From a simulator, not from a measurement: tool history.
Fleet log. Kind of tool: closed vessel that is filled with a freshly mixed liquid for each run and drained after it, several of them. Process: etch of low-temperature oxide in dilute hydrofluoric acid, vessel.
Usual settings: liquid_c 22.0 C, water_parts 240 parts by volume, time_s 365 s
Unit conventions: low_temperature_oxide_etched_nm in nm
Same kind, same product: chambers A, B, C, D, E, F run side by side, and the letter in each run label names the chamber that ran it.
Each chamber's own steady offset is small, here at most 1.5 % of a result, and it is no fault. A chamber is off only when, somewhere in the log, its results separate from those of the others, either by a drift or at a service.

| run | hour | liquid_c | water_parts | time_s | hours since the thermometer was replaced | hours since the hydrofluoric acid flow meter was replaced | read-back film thickness of the low-temperature oxide reference wafer, read on the same gauge (nm) | low_temperature_oxide_etched_nm |
|---|---|---|---|---|---|---|---|---|
| 1D | 10.7 | 22.0 | 240 | 365 | 1578.8 | 450.5 | 119.97 | 15.4570 |
| 2E | 21.2 | 22.0 | 240 | 365 | 1008.8 | 1072.5 | 119.97 | 15.4790 |
| 3F | 33.1 | 22.0 | 240 | 365 | 1716.5 | 232.0 | 120.02 | 15.7090 |
| 4B | 41.2 | 22.0 | 240 | 365 | 795.6 | 646.2 | 120.00 | 15.7360 |
| 5C | 48.0 | 22.0 | 240 | 365 | 780.1 | 1053.1 | 120.02 | 15.7730 |
| 6A | 61.7 | 22.0 | 240 | 215 | 74.6 | 315.8 | 119.98 | 9.2073 |
| 7C | 71.6 | 22.0 | 240 | 215 | 803.7 | 1076.7 | 120.00 | 9.2713 |
| 8A | 85.8 | 22.0 | 240 | 215 | 98.7 | 339.9 | 120.02 | 9.2893 |
|  | 97.8 | chamber C: thermometer replaced |
| 9D | 97.9 | 22.0 | 240 | 215 | 1666.0 | 537.7 | 119.97 | 9.1999 |
|  | 107.5 | chamber A: hydrofluoric acid flow meter replaced |
| 10F | 108.9 | 22.0 | 240 | 215 | 1792.3 | 307.8 | 120.03 | 9.2719 |
| 11E | 118.4 | 22.0 | 240 | 215 | 1106.0 | 1169.7 | 120.05 | 9.2534 |
| 12B | 126.9 | 22.0 | 240 | 365 | 881.3 | 731.9 | 120.07 | 15.7780 |
|  | 131.4 | chamber F: thermometer replaced |
| 13A | 136.0 | 22.0 | 240 | 365 | 148.9 | 28.5 | 120.01 | 15.6720 |
| 14B | 150.1 | 22.0 | 140 | 365 | 904.5 | 755.1 | 119.97 | 29.5350 |
| 15D | 164.7 | 22.0 | 140 | 365 | 1732.8 | 604.5 | 119.99 | 29.1280 |
| 16F | 178.9 | 22.0 | 140 | 365 | 47.6 | 377.8 | 120.02 | 29.7120 |
| 17E | 189.6 | 22.0 | 140 | 365 | 1177.2 | 1240.9 | 119.97 | 30.6130 |
| 18C | 200.1 | 22.0 | 140 | 365 | 102.4 | 1205.2 | 119.96 | 29.5310 |
| 19A | 210.9 | 22.0 | 140 | 365 | 223.8 | 103.4 | 120.01 | 29.8350 |
| 20B | 217.8 | 22.0 | 240 | 365 | 972.2 | 822.8 | 120.03 | 15.9270 |
| 21C | 233.2 | 22.0 | 240 | 365 | 135.5 | 1238.3 | 119.97 | 15.7060 |
| 22D | 240.2 | 22.0 | 240 | 365 | 1808.3 | 680.0 | 119.93 | 15.2550 |
| 23F | 252.2 | 22.0 | 240 | 365 | 120.9 | 451.1 | 120.00 | 15.6430 |
| 24E | 263.6 | 22.0 | 240 | 365 | 1251.2 | 1314.9 | 120.01 | 15.6880 |
| 25F | 272.9 | 22.0 | 240 | 365 | 141.6 | 471.8 | 120.00 | 15.6300 |
| 26A | 281.7 | 19.5 | 290 | 365 | 294.6 | 174.2 | 119.97 | 11.3210 |
| 27E | 294.2 | 19.5 | 290 | 365 | 1281.8 | 1345.5 | 120.05 | 11.2430 |
| 28C | 309.3 | 19.5 | 290 | 365 | 211.6 | 1314.4 | 120.01 | 11.5410 |
| 29D | 320.0 | 19.5 | 290 | 365 | 1888.1 | 759.8 | 119.96 | 10.8120 |
| 30B | 335.6 | 19.5 | 290 | 365 | 1090.0 | 940.6 | 120.02 | 11.3780 |
| 31C | 348.8 | 19.5 | 290 | 365 | 251.1 | 1353.9 | 119.98 | 11.3800 |
| 32E | 361.7 | 22.0 | 240 | 365 | 1349.3 | 1413.0 | 119.95 | 15.6950 |
| 33D | 373.8 | 22.0 | 240 | 365 | 1941.9 | 813.6 | 119.96 | 14.9270 |
| 34F | 380.9 | 22.0 | 240 | 365 | 249.6 | 579.8 | 119.98 | 15.8040 |
| 35B | 393.2 | 22.0 | 240 | 240 | 1147.6 | 998.2 | 119.99 | 10.4700 |
| 36A | 401.9 | 22.0 | 240 | 240 | 414.8 | 294.4 | 120.02 | 10.4630 |
| 37E | 414.3 | 22.0 | 240 | 240 | 1401.9 | 1465.6 | 120.04 | 10.2930 |
| 38B | 423.0 | 22.0 | 240 | 240 | 1177.4 | 1028.0 | 119.98 | 10.4180 |
| 39F | 437.1 | 22.0 | 240 | 240 | 305.8 | 636.0 | 119.95 | 10.2830 |
| 40A | 449.8 | 22.0 | 240 | 240 | 462.7 | 342.3 | 120.03 | 10.4800 |
| 41D | 465.5 | 22.0 | 240 | 365 | 2033.6 | 905.3 | 119.98 | 14.2690 |

All 6 chambers run these settings next. Forecast each chamber's results:
| 42A | 476.9 | 22.0 | 240 | 365 |  |  |  | ? |
| 42B | 476.9 | 22.0 | 240 | 365 |  |  |  | ? |
| 42C | 476.9 | 22.0 | 240 | 365 |  |  |  | ? |
| 42D | 476.9 | 22.0 | 240 | 365 |  |  |  | ? |
| 42E | 476.9 | 22.0 | 240 | 365 |  |  |  | ? |
| 42F | 476.9 | 22.0 | 240 | 365 |  |  |  | ? |

| run | low_temperature_oxide_etched_nm |
|---|---|
| 42A | 15.7420 |
| 42B | 15.9210 |
| 42C | 15.6670 |
| 42D | 14.4040 |
| 42E | 15.6040 |
| 42F | 15.6500 |

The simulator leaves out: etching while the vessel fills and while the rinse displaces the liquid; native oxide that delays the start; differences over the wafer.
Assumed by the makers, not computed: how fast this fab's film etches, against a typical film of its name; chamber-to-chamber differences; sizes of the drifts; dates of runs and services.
